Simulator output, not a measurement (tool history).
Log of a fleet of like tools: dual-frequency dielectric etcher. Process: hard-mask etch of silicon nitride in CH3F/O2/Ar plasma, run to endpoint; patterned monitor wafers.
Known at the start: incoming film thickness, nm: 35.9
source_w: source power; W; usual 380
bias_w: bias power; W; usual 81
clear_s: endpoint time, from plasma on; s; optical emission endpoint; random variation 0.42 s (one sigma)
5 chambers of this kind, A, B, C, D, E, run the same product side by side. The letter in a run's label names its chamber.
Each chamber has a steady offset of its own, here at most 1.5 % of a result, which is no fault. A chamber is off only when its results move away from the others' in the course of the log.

run   hour  source_w  bias_w  clear_s
 1C   10.7       380      81   50.829
 2B   16.3       380      81   50.503
 3D   26.7       380      81   50.098
 4E   37.4       380      81   50.374
 5A   47.7       380      81   50.833
 6D   57.1       380      81     50.6
 7C   64.5       380      81   51.207
 8B   75.4       380      81   50.511
 9E   84.3       380      81    50.26
10A   95.4       380      81    50.02
11A  104.6       380      81   50.177
     112.4  -- chamber E: wet clean of the chamber
12C  116.8       380      81   50.433
13B  123.9       380      81   50.488
14D  131.1       380      81   50.749
     131.2  -- chamber D: wet clean of the chamber
15E  140.2       380      81    50.35
16C  150.2       380      94   48.832
17E  161.7       380      94   48.124
18D  168.4       380      94   47.387
19B  175.7       380      94   47.259
20A  183.3       380      94   48.254
21D  194.2       380      81   51.071
22E  204.8       380      81   50.503
       208  -- chamber C: bias power generator calibrated
23C  212.3       380      81   50.865
24B  220.4       380      81   50.316
25A  226.7       380      81   50.785
26B  232.5       380      81   50.263
27C  241.4       380      97   47.638
28D  248.9       380      97   46.691
29A  258.9       380      97   47.299
     262.7  -- chamber A: wet clean of the chamber
30E  268.4       380      97   46.569
31A  278.2       380      97    47.69
32B    290       380      81   50.166
     295.1  -- chamber B: wet clean of the chamber
     297.7  -- chamber C: wet clean of the chamber
33C  299.4       380      81   50.502
34E  307.8       380      81   49.984
35D  317.3       380      81    50.27
36E  323.2       380      81   50.325
37B  332.8       380      81   50.406
38C    345       380      81   51.287
39D  356.9       380      81   50.904
40A  369.2       380      81    50.57
41B    381       290      91   54.087
42C  388.4       290      91   53.749
43A  400.3       290      91    53.79

What goes on in this fleet: one chamber off, a drifting gauge, or nothing beyond the chambers' own small offsets? Name the chamber and the cause, if any.

No chamber stands off beyond its own small offset, and the gauge holds steady.
